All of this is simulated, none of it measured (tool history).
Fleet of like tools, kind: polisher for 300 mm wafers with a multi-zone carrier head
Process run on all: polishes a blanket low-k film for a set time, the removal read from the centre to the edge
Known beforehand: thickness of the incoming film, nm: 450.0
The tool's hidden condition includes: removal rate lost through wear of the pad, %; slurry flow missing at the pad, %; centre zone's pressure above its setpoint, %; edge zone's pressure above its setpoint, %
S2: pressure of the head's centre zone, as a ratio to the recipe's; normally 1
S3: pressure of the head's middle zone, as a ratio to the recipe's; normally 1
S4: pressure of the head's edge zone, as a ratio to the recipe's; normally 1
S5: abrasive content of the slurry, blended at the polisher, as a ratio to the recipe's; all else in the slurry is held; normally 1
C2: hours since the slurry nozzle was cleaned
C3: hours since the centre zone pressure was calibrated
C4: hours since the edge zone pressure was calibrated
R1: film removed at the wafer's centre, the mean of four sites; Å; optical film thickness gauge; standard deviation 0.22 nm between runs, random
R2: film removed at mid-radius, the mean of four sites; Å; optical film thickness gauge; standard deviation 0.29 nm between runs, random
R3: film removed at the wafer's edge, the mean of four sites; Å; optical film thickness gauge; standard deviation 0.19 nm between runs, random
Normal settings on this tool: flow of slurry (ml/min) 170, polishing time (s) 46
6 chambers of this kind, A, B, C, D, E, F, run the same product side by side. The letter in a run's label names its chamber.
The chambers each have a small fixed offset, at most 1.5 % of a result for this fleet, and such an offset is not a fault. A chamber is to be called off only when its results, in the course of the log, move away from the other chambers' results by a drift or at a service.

run 1A hour=3 | flow_of_slurry_(ml/min)=170 S2=1 S3=1 S4=1 S5=1 polishing_time_(s)=46 | wafers_polished_on_this_pad=1190 C2=406 C3=491.4 C4=684.8 | R1=208.64 R2=204.04 R3=210.59
-- hour=3.8 chamber C: worn pad replaced by a new one
run 2D hour=7 | flow_of_slurry_(ml/min)=170 S2=1 S3=1 S4=1 S5=1 polishing_time_(s)=46 | wafers_polished_on_this_pad=330 C2=291.6 C3=187.1 C4=94.9 | R1=208.32 R2=205.21 R3=206.47
-- hour=8.5 chamber A: worn pad replaced by a new one
run 3F hour=9.6 | flow_of_slurry_(ml/min)=170 S2=1 S3=1 S4=1 S5=1 polishing_time_(s)=46 | wafers_polished_on_this_pad=802 C2=387.2 C3=244.1 C4=134.8 | R1=209.4 R2=211.28 R3=210.27
run 4B hour=14.1 | flow_of_slurry_(ml/min)=170 S2=1 S3=1 S4=1 S5=1 polishing_time_(s)=46 | wafers_polished_on_this_pad=545 C2=53 C3=355.5 C4=724.9 | R1=209.76 R2=214.89 R3=209.29
-- hour=17.3 chamber F: worn pad replaced by a new one
run 5C hour=17.9 | flow_of_slurry_(ml/min)=170 S2=1 S3=1 S4=1 S5=1 polishing_time_(s)=46 | wafers_polished_on_this_pad=192 C2=73.1 C3=461.3 C4=1079.9 | R1=205.81 R2=204.86 R3=210.43
-- hour=19 chamber E: worn pad replaced by a new one
run 6E hour=20.3 | flow_of_slurry_(ml/min)=170 S2=1 S3=1 S4=1 S5=1 polishing_time_(s)=46 | wafers_polished_on_this_pad=17 C2=48.5 C3=500.8 C4=664.3 | R1=207.82 R2=205.2 R3=212.08
run 7E hour=24 | flow_of_slurry_(ml/min)=170 S2=0.96 S3=1 S4=1 S5=1 polishing_time_(s)=46 | wafers_polished_on_this_pad=68 C2=52.2 C3=504.5 C4=668 | R1=201.88 R2=206.65 R3=210.23
run 8D hour=26.2 | flow_of_slurry_(ml/min)=170 S2=0.96 S3=1 S4=1 S5=1 polishing_time_(s)=46 | wafers_polished_on_this_pad=591 C2=310.8 C3=206.3 C4=114.1 | R1=200.4 R2=204.23 R3=204.54
run 9F hour=29 | flow_of_slurry_(ml/min)=170 S2=0.96 S3=1 S4=1 S5=1 polishing_time_(s)=46 | wafers_polished_on_this_pad=159 C2=406.6 C3=263.5 C4=154.2 | R1=196.86 R2=203.15 R3=207.85
run 10C hour=33.5 | flow_of_slurry_(ml/min)=170 S2=0.96 S3=1 S4=1 S5=1 polishing_time_(s)=46 | wafers_polished_on_this_pad=404 C2=88.7 C3=476.9 C4=1095.5 | R1=196.14 R2=203.92 R3=209.42
run 11A hour=37.1 | flow_of_slurry_(ml/min)=170 S2=0.96 S3=1 S4=1 S5=1 polishing_time_(s)=46 | wafers_polished_on_this_pad=389 C2=440.1 C3=525.5 C4=718.9 | R1=197.78 R2=206.62 R3=209.51
run 12B hour=40.9 | flow_of_slurry_(ml/min)=170 S2=0.96 S3=1 S4=1 S5=1 polishing_time_(s)=46 | wafers_polished_on_this_pad=909 C2=79.8 C3=382.3 C4=751.7 | R1=194.79 R2=211.72 R3=210.11
run 13F hour=44.3 | flow_of_slurry_(ml/min)=170 S2=1 S3=1 S4=1 S5=1 polishing_time_(s)=46 | wafers_polished_on_this_pad=367 C2=421.9 C3=278.8 C4=169.5 | R1=205.96 R2=202.42 R3=211.28
run 14D hour=47.5 | flow_of_slurry_(ml/min)=170 S2=1 S3=1 S4=1 S5=1 polishing_time_(s)=46 | wafers_polished_on_this_pad=880 C2=332.1 C3=227.6 C4=135.4 | R1=207.07 R2=206.15 R3=205.53
-- hour=47.6 chamber C: worn pad replaced by a new one
-- hour=49.4 chamber D: worn pad replaced by a new one
run 15C hour=51.7 | flow_of_slurry_(ml/min)=170 S2=1 S3=1 S4=1 S5=1 polishing_time_(s)=46 | wafers_polished_on_this_pad=56 C2=106.9 C3=495.1 C4=1113.7 | R1=209.86 R2=209.17 R3=209.96
run 16E hour=55.9 | flow_of_slurry_(ml/min)=170 S2=1 S3=1 S4=1 S5=1 polishing_time_(s)=46 | wafers_polished_on_this_pad=501 C2=84.1 C3=536.4 C4=699.9 | R1=209.47 R2=210.44 R3=209
run 17A hour=58.5 | flow_of_slurry_(ml/min)=170 S2=1 S3=1 S4=1 S5=1 polishing_time_(s)=46 | wafers_polished_on_this_pad=680 C2=461.5 C3=546.9 C4=740.3 | R1=207.9 R2=207.22 R3=210.34
run 18B hour=60.9 | flow_of_slurry_(ml/min)=170 S2=1 S3=1 S4=1 S5=1 polishing_time_(s)=46 | wafers_polished_on_this_pad=1181 C2=99.8 C3=402.3 C4=771.7 | R1=206.27 R2=211.78 R3=209.1
-- hour=61.7 chamber A: centre zone pressure recalibrated
run 19D hour=64.8 | flow_of_slurry_(ml/min)=170 S2=1 S3=1 S4=1 S5=1 polishing_time_(s)=46 | wafers_polished_on_this_pad=210 C2=349.4 C3=244.9 C4=152.7 | R1=209.66 R2=209.2 R3=209.6
run 20B hour=69.2 | flow_of_slurry_(ml/min)=170 S2=0.89 S3=0.95 S4=1 S5=1 polishing_time_(s)=46 | wafers_polished_on_this_pad=1294 C2=108.1 C3=410.6 C4=780 | R1=184.68 R2=203.15 R3=209.27
run 21C hour=71.9 | flow_of_slurry_(ml/min)=170 S2=0.89 S3=0.95 S4=1 S5=1 polishing_time_(s)=46 | wafers_polished_on_this_pad=330 C2=127.1 C3=515.3 C4=1133.9 | R1=182.52 R2=196.99 R3=211.39
-- hour=72.7 chamber B: worn pad replaced by a new one
-- hour=75 chamber E: worn pad replaced by a new one
run 22E hour=76 | flow_of_slurry_(ml/min)=170 S2=0.89 S3=0.95 S4=1 S5=1 polishing_time_(s)=46 | wafers_polished_on_this_pad=14 C2=104.2 C3=556.5 C4=720 | R1=182.77 R2=197.41 R3=208.61
-- hour=77.6 chamber C: centre zone pressure recalibrated
run 23F hour=79.9 | flow_of_slurry_(ml/min)=170 S2=0.89 S3=0.95 S4=1 S5=1 polishing_time_(s)=46 | wafers_polished_on_this_pad=851 C2=457.5 C3=314.4 C4=205.1 | R1=180.74 R2=196.17 R3=209
-- hour=80.1 chamber A: worn pad replaced by a new one
run 24A hour=83.9 | flow_of_slurry_(ml/min)=170 S2=0.89 S3=0.95 S4=1 S5=1 polishing_time_(s)=46 | wafers_polished_on_this_pad=51 C2=486.9 C3=22.2 C4=765.7 | R1=184.54 R2=197.1 R3=210.69
run 25A hour=86.3 | flow_of_slurry_(ml/min)=170 S2=0.89 S3=0.95 S4=1 S5=1 polishing_time_(s)=46 | wafers_polished_on_this_pad=84 C2=489.3 C3=24.6 C4=768.1 | R1=180.26 R2=197.23 R3=209.6
run 26C hour=88.6 | flow_of_slurry_(ml/min)=170 S2=1 S3=1 S4=1 S5=1 polishing_time_(s)=46 | wafers_polished_on_this_pad=557 C2=143.8 C3=11.1 C4=1150.6 | R1=232.33 R2=204.15 R3=206.49
run 27F hour=90.6 | flow_of_slurry_(ml/min)=170 S2=0.89 S3=1 S4=1 S5=1 polishing_time_(s)=46 | wafers_polished_on_this_pad=997 C2=468.2 C3=325.1 C4=215.8 | R1=179.46 R2=209.63 R3=206.11
-- hour=90.9 chamber F: worn pad replaced by a new one
run 28D hour=94.9 | flow_of_slurry_(ml/min)=170 S2=0.89 S3=1 S4=1 S5=1 polishing_time_(s)=46 | wafers_polished_on_this_pad=619 C2=379.5 C3=275 C4=182.8 | R1=185.96 R2=208.58 R3=207.52
-- hour=96.2 chamber C: worn pad replaced by a new one
run 29E hour=98 | flow_of_slurry_(ml/min)=170 S2=0.89 S3=1 S4=1 S5=1 polishing_time_(s)=46 | wafers_polished_on_this_pad=314 C2=126.2 C3=578.5 C4=742 | R1=184.52 R2=205.74 R3=207.24
run 30B hour=100.3 | flow_of_slurry_(ml/min)=170 S2=0.89 S3=1 S4=1 S5=1 polishing_time_(s)=46 | wafers_polished_on_this_pad=375 C2=139.2 C3=441.7 C4=811.1 | R1=184.07 R2=210.28 R3=208.27
run 31B hour=104.7 | flow_of_slurry_(ml/min)=170 S2=0.89 S3=1 S4=1 S5=1 polishing_time_(s)=46 | wafers_polished_on_this_pad=435 C2=143.6 C3=446.1 C4=815.5 | R1=184.44 R2=210.03 R3=210.35
run 32A hour=108.2 | flow_of_slurry_(ml/min)=170 S2=0.89 S3=1 S4=1 S5=1 polishing_time_(s)=46 | wafers_polished_on_this_pad=382 C2=511.2 C3=46.5 C4=790 | R1=179.02 R2=206.48 R3=209.2
run 33D hour=110.3 | flow_of_slurry_(ml/min)=170 S2=1 S3=1 S4=1.11 S5=1 polishing_time_(s)=46 | wafers_polished_on_this_pad=829 C2=394.9 C3=290.4 C4=198.2 | R1=206.07 R2=210.36 R3=215.37
run 34F hour=113.4 | flow_of_slurry_(ml/min)=170 S2=1 S3=1 S4=1.11 S5=1 polishing_time_(s)=46 | wafers_polished_on_this_pad=306 C2=491 C3=347.9 C4=238.6 | R1=205.89 R2=212.51 R3=218.81
run 35C hour=117.2 | flow_of_slurry_(ml/min)=170 S2=1 S3=1 S4=1.11 S5=1 polishing_time_(s)=46 | wafers_polished_on_this_pad=285 C2=172.4 C3=39.7 C4=1179.2 | R1=228.69 R2=206.12 R3=220.46
run 36E hour=120.8 | flow_of_slurry_(ml/min)=170 S2=1 S3=1 S4=1.11 S5=1 polishing_time_(s)=46 | wafers_polished_on_this_pad=623 C2=149 C3=601.3 C4=764.8 | R1=205.54 R2=202.05 R3=219.44

One chamber off, gauge drift, or nothing amiss beyond the chambers' own small offsets? If it is a chamber, which one, and what is the likeliest cause?

After it was serviced, chamber C no longer matches the other chambers.
What lies behind it: centre zone's pressure above its setpoint, % = 8.53.

Chamber C could run next with any of the 4 candidate recipes listed below; each alters the usual settings, and their results appear as question marks. Which one brings its results back in line with what the other chambers deliver on the usual settings?
Allowed miss from the other chambers' usual-settings mean, per result, to count as in line: R1 7.8 Å; R2 10 Å; R3 6.5 Å
run 37C-1 hour=124 | flow_of_slurry_(ml/min)=170 S2=1.02 S3=1 S4=0.99 S5=1 polishing_time_(s)=46 | R1=? R2=? R3=?
run 37C-2 hour=124 | flow_of_slurry_(ml/min)=170 S2=0.98 S3=1 S4=1.01 S5=1 polishing_time_(s)=46 | R1=? R2=? R3=?
run 37C-3 hour=124 | flow_of_slurry_(ml/min)=165 S2=0.93 S3=1.01 S4=1.03 S5=1 polishing_time_(s)=46 | R1=? R2=? R3=?
run 37C-4 hour=124 | flow_of_slurry_(ml/min)=175 S2=1.08 S3=0.98 S4=0.97 S5=1 polishing_time_(s)=47 | R1=? R2=? R3=?

Other chambers, usual settings, mean: R1 207.23 Å; R2 207.86 Å; R3 208.28 Å
run=37C-1 R1=233.37 R2=207.65 R3=206.36
run=37C-2 R1=223.35 R2=207.7 R3=208.56
run=37C-3 R1=209.63 R2=208.57 R3=209.94
run=37C-4 R1=255.14 R2=209.27 R3=209.4
37C-3 puts the chamber back in line with the other chambers.
